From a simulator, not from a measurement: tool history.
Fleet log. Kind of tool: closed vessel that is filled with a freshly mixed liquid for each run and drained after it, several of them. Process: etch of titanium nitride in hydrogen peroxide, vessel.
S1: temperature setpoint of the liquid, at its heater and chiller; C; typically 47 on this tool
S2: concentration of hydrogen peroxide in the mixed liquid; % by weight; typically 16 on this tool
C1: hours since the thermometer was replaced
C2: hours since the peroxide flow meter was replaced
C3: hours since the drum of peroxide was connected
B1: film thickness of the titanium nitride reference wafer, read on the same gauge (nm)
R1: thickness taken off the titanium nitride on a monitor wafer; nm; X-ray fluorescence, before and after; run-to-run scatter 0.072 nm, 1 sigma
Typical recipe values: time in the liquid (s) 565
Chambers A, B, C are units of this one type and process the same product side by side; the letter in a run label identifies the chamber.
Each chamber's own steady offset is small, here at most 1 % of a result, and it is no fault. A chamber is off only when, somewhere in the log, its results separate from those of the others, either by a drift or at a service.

run 1A hour=3.3 | S1=47 S2=16 time_in_the_liquid_(s)=565 | C1=6 C2=337.3 C3=1117.2 | B1=40.012 | R1=13.398
run 2B hour=8.2 | S1=47 S2=16 time_in_the_liquid_(s)=565 | C1=477.4 C2=728.3 C3=589.4 | B1=40.025 | R1=13.218
run 3C hour=11.3 | S1=47 S2=16 time_in_the_liquid_(s)=565 | C1=661.7 C2=107.5 C3=421.3 | B1=40.026 | R1=13.457
run 4A hour=17.3 | S1=47 S2=16 time_in_the_liquid_(s)=565 | C1=20 C2=351.3 C3=1131.2 | B1=39.997 | R1=13.347
run 5C hour=23.3 | S1=47 S2=16 time_in_the_liquid_(s)=565 | C1=673.7 C2=119.5 C3=433.3 | B1=39.988 | R1=13.457
run 6B hour=27.1 | S1=47 S2=16 time_in_the_liquid_(s)=565 | C1=496.3 C2=747.2 C3=608.3 | B1=39.98 | R1=13.239
run 7A hour=32.3 | S1=47 S2=16 time_in_the_liquid_(s)=565 | C1=35 C2=366.3 C3=1146.2 | B1=39.971 | R1=13.499
run 8C hour=36.7 | S1=47 S2=18 time_in_the_liquid_(s)=565 | C1=687.1 C2=132.9 C3=446.7 | B1=40.033 | R1=13.833
run 9B hour=40.6 | S1=47 S2=18 time_in_the_liquid_(s)=565 | C1=509.8 C2=760.7 C3=621.8 | B1=40.011 | R1=13.644
run 10A hour=46.9 | S1=47 S2=18 time_in_the_liquid_(s)=565 | C1=49.6 C2=380.9 C3=1160.8 | B1=40.012 | R1=13.678
run 11B hour=53.5 | S1=47 S2=16 time_in_the_liquid_(s)=565 | C1=522.7 C2=773.6 C3=634.7 | B1=39.973 | R1=13.19
run 12C hour=57.4 | S1=47 S2=16 time_in_the_liquid_(s)=565 | C1=707.8 C2=153.6 C3=467.4 | B1=40.001 | R1=13.525
run 13B hour=62.3 | S1=47 S2=16 time_in_the_liquid_(s)=565 | C1=531.5 C2=782.4 C3=643.5 | B1=39.984 | R1=13.13
run 14A hour=67 | S1=47 S2=16 time_in_the_liquid_(s)=565 | C1=69.7 C2=401 C3=1180.9 | B1=40.023 | R1=13.377
run 15C hour=73.8 | S1=47 S2=16 time_in_the_liquid_(s)=565 | C1=724.2 C2=170 C3=483.8 | B1=40.003 | R1=13.419
run 16B hour=80.4 | S1=43 S2=16 time_in_the_liquid_(s)=565 | C1=549.6 C2=800.5 C3=661.6 | B1=40.009 | R1=9.5976
run 17C hour=85 | S1=43 S2=16 time_in_the_liquid_(s)=565 | C1=735.4 C2=181.2 C3=495 | B1=40.004 | R1=10.003
run 18A hour=91.6 | S1=43 S2=16 time_in_the_liquid_(s)=565 | C1=94.3 C2=425.6 C3=1205.5 | B1=39.986 | R1=9.8214
run 19A hour=95.1 | S1=47 S2=16 time_in_the_liquid_(s)=565 | C1=97.8 C2=429.1 C3=1209 | B1=40.025 | R1=13.483
run 20C hour=98.1 | S1=47 S2=16 time_in_the_liquid_(s)=565 | C1=748.5 C2=194.3 C3=508.1 | B1=40.007 | R1=13.426
run 21B hour=101.8 | S1=47 S2=16 time_in_the_liquid_(s)=565 | C1=571 C2=821.9 C3=683 | B1=39.962 | R1=12.873
run 22B hour=106.5 | S1=47 S2=16 time_in_the_liquid_(s)=340 | C1=575.7 C2=826.6 C3=687.7 | B1=39.972 | R1=7.8124
run 23A hour=111.4 | S1=47 S2=16 time_in_the_liquid_(s)=340 | C1=114.1 C2=445.4 C3=1225.3 | B1=40.006 | R1=8.0601
run 24C hour=116 | S1=47 S2=16 time_in_the_liquid_(s)=340 | C1=766.4 C2=212.2 C3=526 | B1=39.971 | R1=8.0757
run 25B hour=120.9 | S1=47 S2=16 time_in_the_liquid_(s)=565 | C1=590.1 C2=841 C3=702.1 | B1=39.974 | R1=12.812
run 26A hour=127.3 | S1=47 S2=16 time_in_the_liquid_(s)=565 | C1=130 C2=461.3 C3=1241.2 | B1=40.023 | R1=13.392
run 27C hour=132.5 | S1=47 S2=16 time_in_the_liquid_(s)=565 | C1=782.9 C2=228.7 C3=542.5 | B1=39.999 | R1=13.502
run 28A hour=138.5 | S1=47 S2=16 time_in_the_liquid_(s)=565 | C1=141.2 C2=472.5 C3=1252.4 | B1=40.05 | R1=13.378
run 29B hour=145.1 | S1=47 S2=16 time_in_the_liquid_(s)=565 | C1=614.3 C2=865.2 C3=726.3 | B1=40.018 | R1=12.718
run 30C hour=151.6 | S1=47 S2=16 time_in_the_liquid_(s)=565 | C1=802 C2=247.8 C3=561.6 | B1=39.952 | R1=13.407
run 31C hour=155.3 | S1=47 S2=16 time_in_the_liquid_(s)=565 | C1=805.7 C2=251.5 C3=565.3 | B1=39.978 | R1=13.32
run 32A hour=159.9 | S1=47 S2=16 time_in_the_liquid_(s)=565 | C1=162.6 C2=493.9 C3=1273.8 | B1=40.014 | R1=13.443

Which is it: a chamber that has drifted or been left off by a service, a gauge drift common to all chambers, or only each chamber's usual small offset? If a chamber is off, name it and its likeliest cause.

It is chamber B that slowly wanders off from its peers.
Most likely cause: liquid colder than its thermometer reads (K) = 0.772.

Here are 4 candidates for chamber B's next run, each the usual settings with a change, their results left as question marks. Which one brings its results back in line with what the others give on the usual settings?
To be in line, a result may differ from the other chambers' mean on the usual settings by at most: R1 0.25 nm
run 33B-1 hour=164.8 | S1=47 S2=16 time_in_the_liquid_(s)=600 | R1=?
run 33B-2 hour=164.8 | S1=47 S2=16 time_in_the_liquid_(s)=580 | R1=?
run 33B-3 hour=164.8 | S1=47 S2=16 time_in_the_liquid_(s)=550 | R1=?
run 33B-4 hour=164.8 | S1=47 S2=16 time_in_the_liquid_(s)=530 | R1=?

The mean the other chambers reach with the usual settings: R1 13.382 nm
run=33B-1 R1=13.261
run=33B-2 R1=12.819
run=33B-3 R1=12.156
run=33B-4 R1=11.714
The right change is 33B-1: it brings the chamber back within the allowed miss of the others.
